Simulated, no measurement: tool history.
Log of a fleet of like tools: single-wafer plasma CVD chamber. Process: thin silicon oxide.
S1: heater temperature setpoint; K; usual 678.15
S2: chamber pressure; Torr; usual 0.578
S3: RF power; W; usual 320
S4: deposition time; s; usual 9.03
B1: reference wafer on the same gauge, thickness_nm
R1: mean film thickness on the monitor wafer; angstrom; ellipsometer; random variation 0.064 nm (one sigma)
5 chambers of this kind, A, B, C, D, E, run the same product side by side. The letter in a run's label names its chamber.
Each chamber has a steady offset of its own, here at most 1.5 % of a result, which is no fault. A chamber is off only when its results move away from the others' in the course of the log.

| run | hour | S1 | S2 | S3 | S4 | B1 | R1 |
|---|---|---|---|---|---|---|---|
| 1B | 4.2 | 678.15 | 0.578 | 320 | 9.03 | 13.082 | 122.170 |
| 2C | 8.5 | 678.15 | 0.578 | 320 | 9.03 | 13.119 | 121.910 |
|  | 9.9 | chamber E: RF generator calibrated |
|  | 12.2 | chamber D: capacitance manometer re-zeroed and calibrated |
| 3E | 14.2 | 678.15 | 0.578 | 320 | 9.03 | 13.104 | 121.010 |
| 4A | 19.1 | 678.15 | 0.578 | 320 | 9.03 | 13.103 | 121.320 |
| 5D | 24.2 | 678.15 | 0.490 | 320 | 9.92 | 13.093 | 109.370 |
| 6C | 31.0 | 678.15 | 0.490 | 320 | 9.92 | 13.100 | 109.990 |
| 7B | 36.6 | 678.15 | 0.490 | 320 | 9.92 | 13.094 | 110.470 |
| 8A | 42.5 | 678.15 | 0.490 | 320 | 9.92 | 13.110 | 111.450 |
| 9D | 48.6 | 678.15 | 0.490 | 320 | 9.92 | 13.108 | 109.230 |
| 10E | 55.2 | 678.15 | 0.578 | 320 | 9.03 | 13.103 | 120.710 |
| 11E | 58.9 | 678.15 | 0.578 | 350 | 8.33 | 13.117 | 114.510 |
| 12B | 67.1 | 678.15 | 0.578 | 350 | 8.33 | 13.126 | 116.160 |
|  | 67.9 | chamber A: capacitance manometer re-zeroed and calibrated |
|  | 74.5 | chamber D: thermocouple changed; heater temperature recalibrated |
| 13D | 74.7 | 678.15 | 0.578 | 350 | 8.33 | 13.103 | 114.140 |
| 14A | 82.1 | 678.15 | 0.578 | 350 | 8.33 | 13.090 | 109.210 |
| 15C | 88.7 | 678.15 | 0.578 | 350 | 8.33 | 13.124 | 115.960 |
| 16B | 93.1 | 678.15 | 0.578 | 320 | 9.03 | 13.102 | 120.960 |
| 17E | 99.3 | 678.15 | 0.578 | 320 | 9.03 | 13.100 | 120.920 |
| 18A | 107.2 | 678.15 | 0.578 | 375 | 9.03 | 13.115 | 121.990 |
| 19C | 114.6 | 678.15 | 0.578 | 375 | 9.03 | 13.096 | 128.460 |
| 20D | 118.7 | 678.15 | 0.578 | 375 | 9.03 | 13.099 | 125.810 |
| 21C | 125.1 | 678.15 | 0.578 | 375 | 9.03 | 13.092 | 127.110 |
| 22B | 131.9 | 678.15 | 0.578 | 375 | 9.03 | 13.101 | 128.680 |
| 23D | 136.0 | 678.15 | 0.578 | 320 | 9.03 | 13.108 | 119.770 |
| 24E | 141.4 | 678.15 | 0.578 | 320 | 7.59 | 13.097 | 99.973 |
| 25A | 149.2 | 678.15 | 0.578 | 320 | 7.59 | 13.078 | 96.275 |
| 26E | 152.8 | 678.15 | 0.578 | 320 | 7.59 | 13.092 | 101.350 |
| 27C | 160.6 | 678.15 | 0.578 | 320 | 7.59 | 13.107 | 101.720 |
| 28A | 165.6 | 678.15 | 0.578 | 320 | 7.59 | 13.096 | 96.227 |
| 29B | 173.0 | 678.15 | 0.578 | 320 | 9.03 | 13.093 | 120.230 |
| 30D | 177.8 | 678.15 | 0.578 | 320 | 9.03 | 13.093 | 119.630 |
| 31B | 185.2 | 678.15 | 0.578 | 320 | 9.03 | 13.108 | 121.000 |
| 32A | 190.0 | 678.15 | 0.633 | 320 | 9.03 | 13.105 | 125.320 |
| 33D | 195.2 | 678.15 | 0.633 | 320 | 9.03 | 13.113 | 131.400 |
| 34C | 200.7 | 678.15 | 0.633 | 320 | 9.03 | 13.093 | 132.940 |
|  | 206.8 | chamber E: thermocouple changed; heater temperature recalibrated |
| 35E | 207.9 | 678.15 | 0.633 | 320 | 9.03 | 13.093 | 133.100 |
| 36E | 213.2 | 678.15 | 0.633 | 320 | 9.03 | 13.114 | 134.550 |

What goes on in this fleet: one chamber off, a drifting gauge, or nothing beyond the chambers' own small offsets? Name the chamber and the cause, if any.

A service left chamber A off against the others.
Cause: true pressure below the setpoint (%) = 4.75.

Here are 4 candidates for chamber A's next run, each the usual settings with a change, their results left as question marks. Which one brings its results back in line with what the others give on the usual settings?
In line means no further than this from the other chambers' mean on the usual settings: R1 2.200 angstrom
| 37A-1 | 219.2 | 678.15 | 0.626 | 325 | 9.03 |  | ? |
| 37A-2 | 219.2 | 678.15 | 0.555 | 315 | 9.03 |  | ? |
| 37A-3 | 219.2 | 677.15 | 0.578 | 360 | 9.03 |  | ? |
| 37A-4 | 219.2 | 678.15 | 0.530 | 315 | 9.03 |  | ? |

The other chambers' mean on the usual settings: R1 120.500 angstrom
| run | R1 |
|---|---|
| 37A-1 | 126.110 |
| 37A-2 | 108.960 |
| 37A-3 | 120.220 |
| 37A-4 | 103.460 |
37A-3 brings the chamber back in line.

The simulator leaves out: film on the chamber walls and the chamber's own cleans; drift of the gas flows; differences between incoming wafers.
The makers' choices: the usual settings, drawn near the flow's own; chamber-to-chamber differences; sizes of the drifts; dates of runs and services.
